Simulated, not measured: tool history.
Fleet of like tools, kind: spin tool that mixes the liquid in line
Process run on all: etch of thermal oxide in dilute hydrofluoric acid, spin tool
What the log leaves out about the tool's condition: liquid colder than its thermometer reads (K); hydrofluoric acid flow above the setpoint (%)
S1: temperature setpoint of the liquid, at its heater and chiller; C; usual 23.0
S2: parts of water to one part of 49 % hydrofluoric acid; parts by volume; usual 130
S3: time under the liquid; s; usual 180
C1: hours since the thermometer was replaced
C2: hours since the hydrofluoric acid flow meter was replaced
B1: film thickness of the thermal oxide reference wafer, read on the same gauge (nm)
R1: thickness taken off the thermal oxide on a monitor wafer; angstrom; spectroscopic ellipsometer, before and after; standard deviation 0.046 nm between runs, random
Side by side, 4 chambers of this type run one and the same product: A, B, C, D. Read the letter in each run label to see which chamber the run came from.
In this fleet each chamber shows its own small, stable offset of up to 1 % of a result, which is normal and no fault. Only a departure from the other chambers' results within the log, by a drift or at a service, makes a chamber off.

run,day,S1,S2,S3,C1,C2,B1,R1
1A,0.504,23.0,130,180,2264.1,1735.9,140.01,58.575
2D,1.004,23.0,130,180,1647.9,500.6,140.02,59.671
# day 1.100: chamber A: thermometer replaced
3B,1.404,23.0,130,180,113.5,285.6,140.01,58.698
4C,1.862,23.0,130,180,904.1,517.3,139.99,59.288
5D,2.438,23.0,130,180,1682.3,535.0,139.99,60.191
6C,2.946,23.0,130,180,930.1,543.3,139.99,59.186
7B,3.433,23.0,130,180,162.2,334.3,139.99,59.115
8A,3.779,23.0,130,180,64.4,1814.5,140.02,59.218
9B,4.258,23.0,130,180,182.0,354.1,140.02,59.242
10C,4.546,23.0,130,180,968.5,581.7,140.02,59.087
11D,4.862,23.0,70,180,1740.5,593.2,140.01,117.980
12A,5.338,23.0,70,180,101.8,1851.9,140.00,115.730
13B,5.879,23.0,70,180,220.9,393.0,139.99,115.190
14D,6.292,23.0,70,180,1774.8,627.5,140.01,122.240
15A,6.688,23.0,130,180,134.2,1884.3,140.01,59.339
16C,7.125,23.0,130,180,1030.4,643.6,140.00,59.939
17B,7.621,23.0,130,180,262.7,434.8,140.02,58.564
# day 7.838: chamber D: thermometer replaced
18D,8.004,23.0,130,180,4.0,668.6,140.01,61.716
19C,8.392,23.0,130,180,1060.8,674.0,140.01,59.986
20A,8.833,23.0,130,180,185.7,1935.8,140.01,59.188
21C,9.204,23.0,130,180,1080.3,693.5,140.03,59.914
22B,9.671,23.0,130,180,311.9,484.0,140.01,58.529
23D,9.983,23.0,180,180,51.5,716.1,139.98,42.803
24A,10.346,23.0,180,180,222.0,1972.1,140.02,41.067
25A,10.742,23.0,180,180,231.5,1981.6,140.02,40.143
26C,11.083,23.0,180,180,1125.4,738.6,140.01,41.022
27B,11.433,23.0,130,180,354.2,526.3,140.00,58.595
28D,11.858,23.0,130,180,96.5,761.1,139.99,62.833
29A,12.408,18.5,165,180,271.5,2021.6,140.02,37.561
30D,12.688,18.5,165,180,116.4,781.0,139.99,39.849
31C,13.250,18.5,165,180,1177.4,790.6,140.01,37.602
32B,13.633,18.5,165,180,407.0,579.1,139.99,37.409
33D,13.958,23.0,130,180,146.9,811.5,139.99,63.579
34A,14.292,23.0,130,180,316.7,2066.8,140.02,58.578
35C,14.879,23.0,130,180,1216.5,829.7,140.00,60.267
36B,15.429,23.0,130,180,450.1,622.2,139.99,59.470
37C,15.979,23.0,130,180,1242.9,856.1,139.98,59.403

Read the log: is a single chamber off, either drifting away or since a service, is the gauge that measures every chamber drifting, or is nothing wrong beyond small per-chamber offsets? Name any odd chamber and what most likely caused it.

One chamber, D, drifts off from the rest bit by bit.
Cause: hydrofluoric acid flow above the setpoint (%) = 7.18.

Which of the 4 candidates below, each the usual settings with something changed and its results left as question marks, puts chamber D back in line with what the other chambers give on the usual settings?
Allowed miss from the other chambers' usual-settings mean, per result, to count as in line: R1 1.600 angstrom
38D-1,16.408,23.0,130,195,,,,?
38D-2,16.408,26.5,130,180,,,,?
38D-3,16.408,23.0,140,180,,,,?
38D-4,16.408,22.5,130,160,,,,?

The other chambers' mean on the usual settings: R1 59.216 angstrom
run,R1
38D-1,69.522
38D-2,73.352
38D-3,58.989
38D-4,55.951
38D-3 is the one that brings the chamber's results back in line with the other chambers.
